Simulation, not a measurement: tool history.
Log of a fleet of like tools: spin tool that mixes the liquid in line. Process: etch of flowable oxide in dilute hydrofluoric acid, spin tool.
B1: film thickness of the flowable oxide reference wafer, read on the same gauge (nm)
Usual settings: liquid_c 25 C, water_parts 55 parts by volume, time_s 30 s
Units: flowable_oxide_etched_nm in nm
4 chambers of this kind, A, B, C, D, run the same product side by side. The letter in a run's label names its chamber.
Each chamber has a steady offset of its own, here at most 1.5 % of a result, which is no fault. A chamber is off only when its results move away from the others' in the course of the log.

Run 1C, day 0.579: usual settings; B1 29.992. Result: flowable_oxide_etched_nm 29.041 nm.
Run 2D, day 1.038: usual settings; B1 30.016. Result: flowable_oxide_etched_nm 28.375 nm.
Run 3A, day 1.617: usual settings; B1 30.001. Result: flowable_oxide_etched_nm 29.442 nm.
Run 4B, day 1.938: usual settings; B1 29.997. Result: flowable_oxide_etched_nm 28.486 nm.
Run 5B, day 2.233: usual settings; B1 29.994. Result: flowable_oxide_etched_nm 28.831 nm.
Run 6D, day 2.546: usual settings; B1 29.967. Result: flowable_oxide_etched_nm 28.705 nm.
Run 7A, day 2.842: usual settings; B1 29.997. Result: flowable_oxide_etched_nm 29.015 nm.
Run 8C, day 3.371: usual settings; B1 30.001. Result: flowable_oxide_etched_nm 29.001 nm.
Run 9A, day 3.812: usual settings; B1 30.019. Result: flowable_oxide_etched_nm 28.968 nm.
Run 10B, day 4.162: usual settings; B1 30.056. Result: flowable_oxide_etched_nm 29.043 nm.
Run 11D, day 4.612: usual settings but water_parts 80 parts by volume; B1 29.961. Result: flowable_oxide_etched_nm 19.575 nm.
Run 12C, day 5.062: usual settings but water_parts 80 parts by volume; B1 30.011. Result: flowable_oxide_etched_nm 19.367 nm.
Run 13C, day 5.333: usual settings but water_parts 80 parts by volume; B1 29.984. Result: flowable_oxide_etched_nm 19.673 nm.
Run 14B, day 5.733: usual settings but water_parts 80 parts by volume; B1 29.983. Result: flowable_oxide_etched_nm 19.125 nm.
Run 15A, day 5.988: usual settings; B1 30.012. Result: flowable_oxide_etched_nm 28.302 nm.
Run 16D, day 6.358: usual settings; B1 29.998. Result: flowable_oxide_etched_nm 28.937 nm.
Run 17C, day 6.754: usual settings; B1 29.982. Result: flowable_oxide_etched_nm 29.241 nm.
Run 18A, day 7.246: usual settings; B1 30.035. Result: flowable_oxide_etched_nm 28.157 nm.
Run 19D, day 7.775: usual settings; B1 30.016. Result: flowable_oxide_etched_nm 28.862 nm.
Run 20B, day 8.129: usual settings but time_s 40 s; B1 29.980. Result: flowable_oxide_etched_nm 38.891 nm.
Run 21A, day 8.683: usual settings but time_s 40 s; B1 29.988. Result: flowable_oxide_etched_nm 37.343 nm.
Run 22D, day 9.208: usual settings but time_s 40 s; B1 29.995. Result: flowable_oxide_etched_nm 38.794 nm.
Run 23B, day 9.704: usual settings but time_s 40 s; B1 29.996. Result: flowable_oxide_etched_nm 38.424 nm.
Run 24C, day 10.158: usual settings; B1 30.006. Result: flowable_oxide_etched_nm 29.248 nm.
Run 25A, day 10.650: usual settings; B1 30.014. Result: flowable_oxide_etched_nm 27.436 nm.
Run 26C, day 10.958: usual settings; B1 29.975. Result: flowable_oxide_etched_nm 29.194 nm.
Run 27D, day 11.475: usual settings; B1 30.003. Result: flowable_oxide_etched_nm 28.683 nm.
Run 28B, day 11.942: usual settings but water_parts 75 parts by volume; B1 30.010. Result: flowable_oxide_etched_nm 20.779 nm.
Run 29A, day 12.279: usual settings but water_parts 75 parts by volume; B1 29.981. Result: flowable_oxide_etched_nm 19.463 nm.
Run 30D, day 12.792: usual settings but water_parts 75 parts by volume; B1 30.025. Result: flowable_oxide_etched_nm 20.764 nm.
Run 31C, day 13.258: usual settings but water_parts 75 parts by volume; B1 29.979. Result: flowable_oxide_etched_nm 20.675 nm.
Run 32B, day 13.812: usual settings; B1 30.022. Result: flowable_oxide_etched_nm 28.736 nm.
Run 33D, day 14.138: usual settings but water_parts 45 parts by volume, time_s 15 s; B1 29.988. Result: flowable_oxide_etched_nm 18.033 nm.
At day 14.625: chamber A: thermometer replaced.
Run 34B, day 14.675: usual settings but water_parts 45 parts by volume, time_s 15 s; B1 29.995. Result: flowable_oxide_etched_nm 17.329 nm.
Run 35A, day 14.962: usual settings but water_parts 45 parts by volume, time_s 15 s; B1 29.991. Result: flowable_oxide_etched_nm 16.458 nm.
Run 36C, day 15.521: usual settings but water_parts 45 parts by volume, time_s 15 s; B1 29.948. Result: flowable_oxide_etched_nm 18.290 nm.
Run 37D, day 15.996: usual settings; B1 29.966. Result: flowable_oxide_etched_nm 28.508 nm.
Run 38A, day 16.450: usual settings; B1 30.001. Result: flowable_oxide_etched_nm 25.997 nm.
Run 39B, day 16.733: usual settings; B1 29.984. Result: flowable_oxide_etched_nm 29.121 nm.
Run 40C, day 17.133: usual settings; B1 30.002. Result: flowable_oxide_etched_nm 29.493 nm.
Run 41A, day 17.417: usual settings; B1 30.003. Result: flowable_oxide_etched_nm 25.829 nm.

All 4 chambers run these settings next. Forecast each chamber's results:
Run 42A, day 17.833: usual settings. Result: flowable_oxide_etched_nm ?.
Run 42B, day 17.833: usual settings. Result: flowable_oxide_etched_nm ?.
Run 42C, day 17.833: usual settings. Result: flowable_oxide_etched_nm ?.
Run 42D, day 17.833: usual settings. Result: flowable_oxide_etched_nm ?.

run  flowable_oxide_etched_nm
42A                    26.067
42B                    28.972
42C                    29.444
42D                    28.816
